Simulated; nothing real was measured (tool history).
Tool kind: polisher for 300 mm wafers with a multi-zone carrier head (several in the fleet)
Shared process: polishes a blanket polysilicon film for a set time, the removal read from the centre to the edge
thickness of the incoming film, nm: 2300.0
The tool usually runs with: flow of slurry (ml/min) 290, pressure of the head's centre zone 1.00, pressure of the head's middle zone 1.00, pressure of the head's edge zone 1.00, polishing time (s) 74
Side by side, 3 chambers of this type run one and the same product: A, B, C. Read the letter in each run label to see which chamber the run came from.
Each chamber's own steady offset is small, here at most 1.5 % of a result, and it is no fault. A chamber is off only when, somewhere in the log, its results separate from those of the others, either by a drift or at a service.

| run | hour | flow of slurry (ml/min) | pressure of the head's centre zone | pressure of the head's middle zone | pressure of the head's edge zone | polishing time (s) | wafers polished on this pad | hours since the slurry nozzle was cleaned | hours since the centre zone pressure was calibrated | hours since the edge zone pressure was calibrated | film removed at the wafer's centre (angstrom) | film removed at mid-radius (angstrom) | film removed at the wafer's edge (angstrom) |
|---|---|---|---|---|---|---|---|---|---|---|---|---|---|
| 1A | 5.5 | 290 | 1.00 | 1.00 | 1.00 | 74 | 843 | 224.1 | 787.4 | 396.4 | 3959.4 | 3981.5 | 3990.1 |
| 2C | 12.2 | 290 | 1.00 | 1.00 | 1.00 | 74 | 265 | 99.0 | 303.4 | 550.9 | 3979.2 | 3980.4 | 4005.7 |
| 3B | 20.7 | 290 | 1.00 | 1.00 | 1.00 | 74 | 1101 | 169.2 | 694.2 | 25.1 | 4048.8 | 3983.7 | 3954.4 |
|  | 24.2 | chamber A: worn pad replaced by a new one |
| 4B | 28.3 | 290 | 1.00 | 1.00 | 1.00 | 74 | 1205 | 176.8 | 701.8 | 32.7 | 4002.7 | 3941.7 | 4037.8 |
| 5A | 35.5 | 290 | 1.00 | 1.00 | 1.00 | 74 | 154 | 254.1 | 817.4 | 426.4 | 4019.8 | 3940.0 | 3953.5 |
|  | 38.3 | chamber C: worn pad replaced by a new one |
| 6C | 40.9 | 360 | 1.08 | 1.00 | 1.00 | 74 | 36 | 127.7 | 332.1 | 579.6 | 4455.0 | 4038.3 | 4070.2 |
| 7A | 48.0 | 360 | 1.08 | 1.00 | 1.00 | 74 | 324 | 266.6 | 829.9 | 438.9 | 4437.0 | 4162.2 | 3945.5 |
|  | 52.4 | chamber B: worn pad replaced by a new one |
| 8B | 54.6 | 360 | 1.08 | 1.00 | 1.00 | 74 | 31 | 203.1 | 728.1 | 59.0 | 4448.5 | 4033.6 | 4099.9 |
| 9C | 59.1 | 290 | 1.05 | 0.96 | 1.00 | 74 | 283 | 145.9 | 350.3 | 597.8 | 4161.9 | 3852.2 | 4102.8 |
| 10C | 66.3 | 290 | 1.05 | 0.96 | 1.00 | 74 | 381 | 153.1 | 357.5 | 605.0 | 4217.5 | 3837.4 | 4015.3 |
| 11A | 73.5 | 290 | 1.05 | 0.96 | 1.00 | 74 | 671 | 292.1 | 855.4 | 464.4 | 4221.6 | 3827.5 | 3954.1 |
| 12B | 78.3 | 290 | 1.00 | 1.00 | 1.00 | 74 | 353 | 226.8 | 751.8 | 82.7 | 3939.2 | 3978.8 | 3869.0 |
|  | 79.2 | chamber B: centre zone pressure recalibrated |
|  | 82.0 | chamber C: worn pad replaced by a new one |
| 13A | 84.5 | 290 | 1.00 | 1.00 | 1.00 | 74 | 820 | 303.1 | 866.4 | 475.4 | 3957.1 | 3990.8 | 3974.9 |
| 14B | 89.8 | 290 | 1.00 | 1.00 | 1.00 | 74 | 510 | 238.3 | 10.7 | 94.2 | 3616.5 | 4008.7 | 4021.3 |
| 15C | 96.0 | 290 | 1.00 | 1.00 | 1.00 | 74 | 190 | 182.8 | 387.2 | 634.7 | 3950.4 | 3890.6 | 4067.0 |
|  | 101.4 | chamber A: worn pad replaced by a new one |
| 16C | 104.7 | 290 | 1.00 | 1.00 | 1.00 | 74 | 308 | 191.5 | 395.9 | 643.4 | 3992.0 | 3982.5 | 4117.2 |
| 17A | 113.0 | 290 | 1.00 | 1.00 | 1.00 | 74 | 158 | 331.6 | 894.9 | 503.9 | 3977.1 | 4033.3 | 3980.6 |
| 18B | 117.3 | 290 | 1.00 | 1.00 | 1.00 | 74 | 884 | 265.8 | 38.2 | 121.7 | 3594.3 | 3978.0 | 3985.5 |
|  | 121.8 | chamber C: worn pad replaced by a new one |
| 19B | 121.8 | 290 | 1.00 | 1.00 | 1.00 | 74 | 945 | 270.3 | 42.7 | 126.2 | 3624.8 | 4019.0 | 3975.2 |
| 20A | 127.4 | 290 | 1.00 | 1.00 | 1.00 | 74 | 354 | 346.0 | 909.3 | 518.3 | 4006.5 | 3972.2 | 3979.2 |
| 21C | 131.9 | 290 | 1.00 | 1.00 | 1.00 | 74 | 138 | 218.7 | 423.1 | 670.6 | 3996.4 | 3996.5 | 3955.5 |
| 22A | 136.7 | 290 | 1.00 | 1.00 | 1.00 | 74 | 481 | 355.3 | 918.6 | 527.6 | 3971.4 | 3985.5 | 4011.4 |
|  | 136.8 | chamber C: slurry nozzle cleaned |
| 23C | 143.9 | 290 | 1.00 | 1.00 | 1.00 | 74 | 301 | 7.2 | 435.1 | 682.6 | 3962.0 | 3947.5 | 3982.5 |
| 24B | 151.0 | 290 | 1.00 | 1.00 | 1.00 | 74 | 1342 | 299.5 | 71.9 | 155.4 | 3595.6 | 4043.5 | 3915.2 |
| 25C | 159.2 | 290 | 1.00 | 1.00 | 1.05 | 95 | 509 | 22.5 | 450.4 | 697.9 | 5072.6 | 5142.4 | 5124.8 |
|  | 165.0 | chamber C: worn pad replaced by a new one |
|  | 166.8 | chamber B: worn pad replaced by a new one |
| 26A | 167.0 | 290 | 1.00 | 1.00 | 1.05 | 95 | 893 | 385.6 | 948.9 | 557.9 | 5154.7 | 5153.5 | 5120.4 |
|  | 168.7 | chamber A: worn pad replaced by a new one |
| 27B | 171.7 | 290 | 1.00 | 1.00 | 1.05 | 95 | 68 | 320.2 | 92.6 | 176.1 | 4590.0 | 5007.9 | 5309.0 |
| 28C | 177.8 | 290 | 1.00 | 1.00 | 1.00 | 74 | 175 | 41.1 | 469.0 | 716.5 | 4014.4 | 4000.7 | 4069.2 |
| 29B | 186.2 | 290 | 1.00 | 1.00 | 1.00 | 74 | 265 | 334.7 | 107.1 | 190.6 | 3607.7 | 3990.7 | 3927.5 |
| 30A | 193.9 | 290 | 1.00 | 1.00 | 1.00 | 74 | 342 | 412.5 | 975.8 | 584.8 | 4012.4 | 4016.9 | 3975.3 |
| 31B | 201.2 | 290 | 1.00 | 1.00 | 1.00 | 74 | 469 | 349.7 | 122.1 | 205.6 | 3614.7 | 3957.1 | 3978.9 |
|  | 204.0 | chamber C: worn pad replaced by a new one |
| 32C | 205.5 | 290 | 1.00 | 1.00 | 1.00 | 74 | 20 | 68.8 | 496.7 | 744.2 | 4017.8 | 4012.5 | 4069.8 |
| 33A | 212.0 | 290 | 1.00 | 1.00 | 1.00 | 74 | 589 | 430.6 | 993.9 | 602.9 | 4015.9 | 4054.2 | 3971.4 |
| 34C | 218.2 | 290 | 1.00 | 1.00 | 1.00 | 74 | 193 | 81.5 | 509.4 | 756.9 | 4000.2 | 3966.3 | 4093.1 |

Has any chamber moved away from the others, gradually or after a service, or does the common gauge drift, or do the chambers differ only by their own small steady offsets? State the chamber and the most likely cause if one applies.

A service left chamber B off against the others.
Most likely cause: centre zone's pressure below its setpoint, % = 8.34.

Chamber B could run next with any of the 4 candidate recipes listed below; each alters the usual settings, and their results appear as question marks. Which one brings its results back in line with what the other chambers deliver on the usual settings?
In-line tolerance around the mean of the other chambers on the usual settings: film removed at the wafer's centre (angstrom) 110.0; film removed at mid-radius (angstrom) 120.0; film removed at the wafer's edge (angstrom) 180.0
| 35B-1 | 224.5 | 285 | 0.92 | 1.01 | 1.03 | 73 |  |  |  |  | ? | ? | ? |
| 35B-2 | 224.5 | 290 | 1.04 | 0.99 | 0.99 | 74 |  |  |  |  | ? | ? | ? |
| 35B-3 | 224.5 | 290 | 0.96 | 1.01 | 1.01 | 74 |  |  |  |  | ? | ? | ? |
| 35B-4 | 224.5 | 295 | 1.08 | 0.99 | 0.97 | 75 |  |  |  |  | ? | ? | ? |

On the usual settings, the other chambers give on average: film removed at the wafer's centre (angstrom) 3990.6; film removed at mid-radius (angstrom) 3983.5; film removed at the wafer's edge (angstrom) 3990.8
| run | film removed at the wafer's centre (angstrom) | film removed at mid-radius (angstrom) | film removed at the wafer's edge (angstrom) |
|---|---|---|---|
| 35B-1 | 3250.6 | 3967.6 | 4018.4 |
| 35B-2 | 3785.9 | 3953.1 | 3994.4 |
| 35B-3 | 3463.1 | 4028.2 | 4036.1 |
| 35B-4 | 4008.3 | 4012.5 | 4010.1 |
It is 35B-4 that realigns the chamber with its peers.

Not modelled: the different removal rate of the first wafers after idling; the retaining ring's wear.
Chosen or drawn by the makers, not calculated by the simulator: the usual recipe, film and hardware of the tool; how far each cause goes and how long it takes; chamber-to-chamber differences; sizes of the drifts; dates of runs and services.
